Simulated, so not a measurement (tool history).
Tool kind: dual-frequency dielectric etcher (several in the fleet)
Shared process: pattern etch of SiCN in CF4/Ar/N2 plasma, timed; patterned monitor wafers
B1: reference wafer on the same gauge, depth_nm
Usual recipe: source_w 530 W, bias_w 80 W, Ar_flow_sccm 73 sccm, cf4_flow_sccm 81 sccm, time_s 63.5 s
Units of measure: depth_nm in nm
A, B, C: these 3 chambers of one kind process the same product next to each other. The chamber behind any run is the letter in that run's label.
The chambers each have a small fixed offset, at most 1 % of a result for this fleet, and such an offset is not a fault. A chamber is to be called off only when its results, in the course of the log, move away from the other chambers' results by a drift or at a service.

{"run": "1B", "hour": 2.1, "source_w": 530, "bias_w": 80, "Ar_flow_sccm": 73, "cf4_flow_sccm": 81, "time_s": 63.5, "B1": 67.81, "depth_nm": 70.008}
{"run": "2C", "hour": 5.6, "source_w": 530, "bias_w": 80, "Ar_flow_sccm": 73, "cf4_flow_sccm": 81, "time_s": 63.5, "B1": 67.761, "depth_nm": 69.156}
{"run": "3A", "hour": 9.9, "source_w": 530, "bias_w": 80, "Ar_flow_sccm": 73, "cf4_flow_sccm": 81, "time_s": 63.5, "B1": 67.767, "depth_nm": 69.76}
{"run": "4C", "hour": 13.5, "source_w": 530, "bias_w": 80, "Ar_flow_sccm": 73, "cf4_flow_sccm": 81, "time_s": 63.5, "B1": 67.758, "depth_nm": 69.083}
{"run": "5B", "hour": 16.1, "source_w": 530, "bias_w": 80, "Ar_flow_sccm": 73, "cf4_flow_sccm": 81, "time_s": 63.5, "B1": 67.808, "depth_nm": 70.122}
{"run": "6A", "hour": 18.3, "source_w": 530, "bias_w": 80, "Ar_flow_sccm": 73, "cf4_flow_sccm": 81, "time_s": 63.5, "B1": 67.811, "depth_nm": 69.457}
{"run": "7A", "hour": 21.1, "source_w": 530, "bias_w": 80, "Ar_flow_sccm": 73, "cf4_flow_sccm": 94, "time_s": 63.5, "B1": 67.812, "depth_nm": 70.775}
{"run": "8C", "hour": 23.1, "source_w": 530, "bias_w": 80, "Ar_flow_sccm": 73, "cf4_flow_sccm": 94, "time_s": 63.5, "B1": 67.822, "depth_nm": 70.589}
{"run": "9B", "hour": 26.8, "source_w": 530, "bias_w": 80, "Ar_flow_sccm": 73, "cf4_flow_sccm": 94, "time_s": 63.5, "B1": 67.732, "depth_nm": 71.284}
{"run": "10B", "hour": 30.5, "source_w": 530, "bias_w": 80, "Ar_flow_sccm": 73, "cf4_flow_sccm": 81, "time_s": 63.5, "B1": 67.865, "depth_nm": 70.263}
{"run": "11A", "hour": 33.8, "source_w": 530, "bias_w": 80, "Ar_flow_sccm": 73, "cf4_flow_sccm": 81, "time_s": 63.5, "B1": 67.764, "depth_nm": 69.523}
{"hour": 35.4, "done": "chamber B: bias power generator calibrated"}
{"run": "12C", "hour": 36.0, "source_w": 530, "bias_w": 80, "Ar_flow_sccm": 73, "cf4_flow_sccm": 81, "time_s": 63.5, "B1": 67.87, "depth_nm": 69.218}
{"run": "13B", "hour": 39.0, "source_w": 530, "bias_w": 80, "Ar_flow_sccm": 73, "cf4_flow_sccm": 81, "time_s": 63.5, "B1": 67.787, "depth_nm": 70.975}
{"run": "14C", "hour": 43.3, "source_w": 530, "bias_w": 80, "Ar_flow_sccm": 73, "cf4_flow_sccm": 81, "time_s": 63.5, "B1": 67.795, "depth_nm": 69.265}
{"run": "15A", "hour": 46.4, "source_w": 530, "bias_w": 80, "Ar_flow_sccm": 73, "cf4_flow_sccm": 81, "time_s": 63.5, "B1": 67.772, "depth_nm": 69.937}
{"run": "16C", "hour": 49.6, "source_w": 530, "bias_w": 80, "Ar_flow_sccm": 73, "cf4_flow_sccm": 81, "time_s": 63.5, "B1": 67.791, "depth_nm": 68.874}
{"run": "17A", "hour": 53.7, "source_w": 530, "bias_w": 80, "Ar_flow_sccm": 73, "cf4_flow_sccm": 81, "time_s": 63.5, "B1": 67.766, "depth_nm": 69.7}
{"run": "18B", "hour": 58.0, "source_w": 530, "bias_w": 80, "Ar_flow_sccm": 73, "cf4_flow_sccm": 81, "time_s": 63.5, "B1": 67.779, "depth_nm": 70.904}
{"run": "19C", "hour": 60.3, "source_w": 530, "bias_w": 80, "Ar_flow_sccm": 73, "cf4_flow_sccm": 81, "time_s": 63.5, "B1": 67.815, "depth_nm": 69.152}
{"hour": 62.4, "done": "chamber C: wet clean of the chamber"}
{"run": "20B", "hour": 63.7, "source_w": 530, "bias_w": 80, "Ar_flow_sccm": 73, "cf4_flow_sccm": 81, "time_s": 63.5, "B1": 67.817, "depth_nm": 70.979}
{"run": "21A", "hour": 66.4, "source_w": 530, "bias_w": 80, "Ar_flow_sccm": 73, "cf4_flow_sccm": 81, "time_s": 63.5, "B1": 67.768, "depth_nm": 70.013}
{"run": "22C", "hour": 69.6, "source_w": 530, "bias_w": 80, "Ar_flow_sccm": 73, "cf4_flow_sccm": 81, "time_s": 63.5, "B1": 67.841, "depth_nm": 69.295}
{"run": "23B", "hour": 73.9, "source_w": 530, "bias_w": 80, "Ar_flow_sccm": 73, "cf4_flow_sccm": 81, "time_s": 63.5, "B1": 67.822, "depth_nm": 71.101}
{"run": "24A", "hour": 76.1, "source_w": 530, "bias_w": 80, "Ar_flow_sccm": 73, "cf4_flow_sccm": 81, "time_s": 63.5, "B1": 67.759, "depth_nm": 69.789}
{"run": "25B", "hour": 79.4, "source_w": 530, "bias_w": 80, "Ar_flow_sccm": 73, "cf4_flow_sccm": 81, "time_s": 63.5, "B1": 67.822, "depth_nm": 71.317}

Each of the 3 chambers runs these same settings next. Fill in every chamber's results:
{"run": "26A", "hour": 82.6, "source_w": 530, "bias_w": 80, "Ar_flow_sccm": 73, "cf4_flow_sccm": 81, "time_s": 63.5, "depth_nm": "?"}
{"run": "26B", "hour": 82.6, "source_w": 530, "bias_w": 80, "Ar_flow_sccm": 73, "cf4_flow_sccm": 81, "time_s": 63.5, "depth_nm": "?"}
{"run": "26C", "hour": 82.6, "source_w": 530, "bias_w": 80, "Ar_flow_sccm": 73, "cf4_flow_sccm": 81, "time_s": 63.5, "depth_nm": "?"}

run=26A depth_nm=69.421
run=26B depth_nm=71.265
run=26C depth_nm=69.407
